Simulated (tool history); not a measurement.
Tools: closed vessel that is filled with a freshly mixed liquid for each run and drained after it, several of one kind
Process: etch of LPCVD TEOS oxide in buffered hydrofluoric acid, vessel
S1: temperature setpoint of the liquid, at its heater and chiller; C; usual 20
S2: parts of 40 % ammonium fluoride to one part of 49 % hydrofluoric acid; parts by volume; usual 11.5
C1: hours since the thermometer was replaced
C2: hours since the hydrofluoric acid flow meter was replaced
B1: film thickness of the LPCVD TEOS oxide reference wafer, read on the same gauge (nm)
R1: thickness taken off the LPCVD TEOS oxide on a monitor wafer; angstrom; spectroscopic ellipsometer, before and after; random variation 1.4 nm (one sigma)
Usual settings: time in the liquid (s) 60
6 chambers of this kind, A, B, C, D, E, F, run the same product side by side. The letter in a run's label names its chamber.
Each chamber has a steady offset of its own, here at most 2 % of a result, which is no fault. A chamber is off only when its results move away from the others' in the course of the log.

run 1E hour=3.2 | S1=20 S2=11.5 time_in_the_liquid_(s)=60 | C1=2996.6 C2=1290.6 | B1=149.98 | R1=2208.8
run 2D hour=7.3 | S1=20 S2=11.5 time_in_the_liquid_(s)=60 | C1=122.7 C2=1309.7 | B1=150.00 | R1=2222.6
run 3C hour=10.6 | S1=20 S2=11.5 time_in_the_liquid_(s)=60 | C1=341.7 C2=751.5 | B1=150.01 | R1=2151.3
run 4B hour=14.9 | S1=20 S2=11.5 time_in_the_liquid_(s)=60 | C1=1934.4 C2=763.5 | B1=149.98 | R1=2197.0
run 5A hour=18.0 | S1=20 S2=11.5 time_in_the_liquid_(s)=60 | C1=885.5 C2=702.3 | B1=150.00 | R1=2167.6
run 6F hour=20.7 | S1=20 S2=11.5 time_in_the_liquid_(s)=60 | C1=150.4 C2=1112.6 | B1=150.00 | R1=2208.4
run 7A hour=25.6 | S1=20 S2=11.5 time_in_the_liquid_(s)=60 | C1=893.1 C2=709.9 | B1=149.99 | R1=2164.1
run 8D hour=30.3 | S1=20 S2=11.5 time_in_the_liquid_(s)=60 | C1=145.7 C2=1332.7 | B1=150.00 | R1=2208.4
run 9E hour=33.0 | S1=20 S2=11.5 time_in_the_liquid_(s)=60 | C1=3026.4 C2=1320.4 | B1=150.02 | R1=2224.9
run 10F hour=36.1 | S1=20 S2=11.5 time_in_the_liquid_(s)=60 | C1=165.8 C2=1128.0 | B1=149.99 | R1=2213.7
run 11B hour=40.8 | S1=20 S2=11.5 time_in_the_liquid_(s)=60 | C1=1960.3 C2=789.4 | B1=149.99 | R1=2244.1
run 12C hour=45.1 | S1=20 S2=11.5 time_in_the_liquid_(s)=60 | C1=376.2 C2=786.0 | B1=149.99 | R1=2185.2
run 13D hour=50.3 | S1=20 S2=11.5 time_in_the_liquid_(s)=60 | C1=165.7 C2=1352.7 | B1=150.00 | R1=2206.8
run 14B hour=54.5 | S1=20 S2=11.5 time_in_the_liquid_(s)=60 | C1=1974.0 C2=803.1 | B1=150.01 | R1=2234.5
run 15F hour=58.1 | S1=20 S2=11.5 time_in_the_liquid_(s)=60 | C1=187.8 C2=1150.0 | B1=150.02 | R1=2221.8
run 16A hour=61.4 | S1=20 S2=11.5 time_in_the_liquid_(s)=60 | C1=928.9 C2=745.7 | B1=149.97 | R1=2207.0
run 17C hour=64.8 | S1=20 S2=11.5 time_in_the_liquid_(s)=60 | C1=395.9 C2=805.7 | B1=150.01 | R1=2122.7
run 18E hour=69.4 | S1=20 S2=10.0 time_in_the_liquid_(s)=60 | C1=3062.8 C2=1356.8 | B1=150.01 | R1=2550.5
run 19E hour=73.5 | S1=20 S2=10.0 time_in_the_liquid_(s)=60 | C1=3066.9 C2=1360.9 | B1=150.00 | R1=2527.0
run 20C hour=76.8 | S1=20 S2=10.0 time_in_the_liquid_(s)=60 | C1=407.9 C2=817.7 | B1=150.01 | R1=2456.8
run 21B hour=80.3 | S1=20 S2=10.0 time_in_the_liquid_(s)=60 | C1=1999.8 C2=828.9 | B1=149.98 | R1=2494.4
run 22F hour=83.2 | S1=20 S2=10.0 time_in_the_liquid_(s)=60 | C1=212.9 C2=1175.1 | B1=150.00 | R1=2525.5
run 23D hour=87.2 | S1=20 S2=10.0 time_in_the_liquid_(s)=60 | C1=202.6 C2=1389.6 | B1=150.01 | R1=2505.4
run 24A hour=92.6 | S1=20 S2=11.5 time_in_the_liquid_(s)=60 | C1=960.1 C2=776.9 | B1=150.00 | R1=2181.5
run 25D hour=96.4 | S1=20 S2=11.5 time_in_the_liquid_(s)=60 | C1=211.8 C2=1398.8 | B1=150.01 | R1=2216.2
run 26F hour=99.4 | S1=20 S2=11.5 time_in_the_liquid_(s)=60 | C1=229.1 C2=1191.3 | B1=150.00 | R1=2211.0
run 27C hour=103.9 | S1=20 S2=11.5 time_in_the_liquid_(s)=60 | C1=435.0 C2=844.8 | B1=149.99 | R1=2150.7
run 28A hour=108.9 | S1=20 S2=11.5 time_in_the_liquid_(s)=60 | C1=976.4 C2=793.2 | B1=149.99 | R1=2201.1
run 29E hour=113.0 | S1=20 S2=11.5 time_in_the_liquid_(s)=60 | C1=3106.4 C2=1400.4 | B1=150.00 | R1=2225.7
run 30B hour=117.0 | S1=20 S2=11.5 time_in_the_liquid_(s)=60 | C1=2036.5 C2=865.6 | B1=149.98 | R1=2211.8
run 31E hour=121.1 | S1=20 S2=13.0 time_in_the_liquid_(s)=35 | C1=3114.5 C2=1408.5 | B1=150.00 | R1=1136.1
run 32C hour=126.4 | S1=20 S2=13.0 time_in_the_liquid_(s)=35 | C1=457.5 C2=867.3 | B1=150.01 | R1=1095.7
run 33B hour=130.0 | S1=20 S2=13.0 time_in_the_liquid_(s)=35 | C1=2049.5 C2=878.6 | B1=149.99 | R1=1134.7
run 34A hour=133.9 | S1=20 S2=13.0 time_in_the_liquid_(s)=35 | C1=1001.4 C2=818.2 | B1=150.02 | R1=1142.0
run 35D hour=138.1 | S1=20 S2=13.0 time_in_the_liquid_(s)=35 | C1=253.5 C2=1440.5 | B1=149.99 | R1=1141.4
run 36F hour=142.5 | S1=20 S2=13.0 time_in_the_liquid_(s)=35 | C1=272.2 C2=1234.4 | B1=150.00 | R1=1147.1
run 37A hour=146.0 | S1=20 S2=11.5 time_in_the_liquid_(s)=60 | C1=1013.5 C2=830.3 | B1=150.01 | R1=2183.1
run 38E hour=149.4 | S1=20 S2=11.5 time_in_the_liquid_(s)=60 | C1=3142.8 C2=1436.8 | B1=150.01 | R1=2214.0
run 39F hour=152.2 | S1=20 S2=11.5 time_in_the_liquid_(s)=60 | C1=281.9 C2=1244.1 | B1=150.01 | R1=2218.4
run 40C hour=156.4 | S1=20 S2=11.5 time_in_the_liquid_(s)=60 | C1=487.5 C2=897.3 | B1=149.99 | R1=2078.0
run 41B hour=160.0 | S1=20 S2=11.5 time_in_the_liquid_(s)=60 | C1=2079.5 C2=908.6 | B1=150.01 | R1=2222.7
run 42D hour=162.6 | S1=20 S2=11.5 time_in_the_liquid_(s)=60 | C1=278.0 C2=1465.0 | B1=149.99 | R1=2235.3
run 43F hour=168.0 | S1=20 S2=11.5 time_in_the_liquid_(s)=60 | C1=297.7 C2=1259.9 | B1=150.01 | R1=2237.5
run 44B hour=173.1 | S1=20 S2=11.5 time_in_the_liquid_(s)=60 | C1=2092.6 C2=921.7 | B1=150.00 | R1=2216.6

What goes on in this fleet: one chamber off, a drifting gauge, or nothing beyond the chambers' own small offsets? Name the chamber and the cause, if any.

Chamber C drifts away from the others.
Cause: hydrofluoric acid flow below the setpoint (%) = 5.01.
The log may not tell that from: liquid colder than its thermometer reads (K).

Here are 4 candidates for chamber C's next run, each the usual settings with a change, their results left as question marks. Which one brings its results back in line with what the others give on the usual settings?
In line means no further than this from the other chambers' mean on the usual settings: R1 49.0 angstrom
run 45C-1 hour=177.0 | S1=19.5 S2=11.5 time_in_the_liquid_(s)=60 | R1=?
run 45C-2 hour=177.0 | S1=20.5 S2=11.5 time_in_the_liquid_(s)=60 | R1=?
run 45C-3 hour=177.0 | S1=21.0 S2=11.5 time_in_the_liquid_(s)=60 | R1=?
run 45C-4 hour=177.0 | S1=19.5 S2=12.0 time_in_the_liquid_(s)=60 | R1=?

The other chambers' mean on the usual settings: R1 2207.0 angstrom
run=45C-1 R1=2013.3
run=45C-2 R1=2131.7
run=45C-3 R1=2193.1
run=45C-4 R1=1929.9
45C-3 brings the chamber back in line.
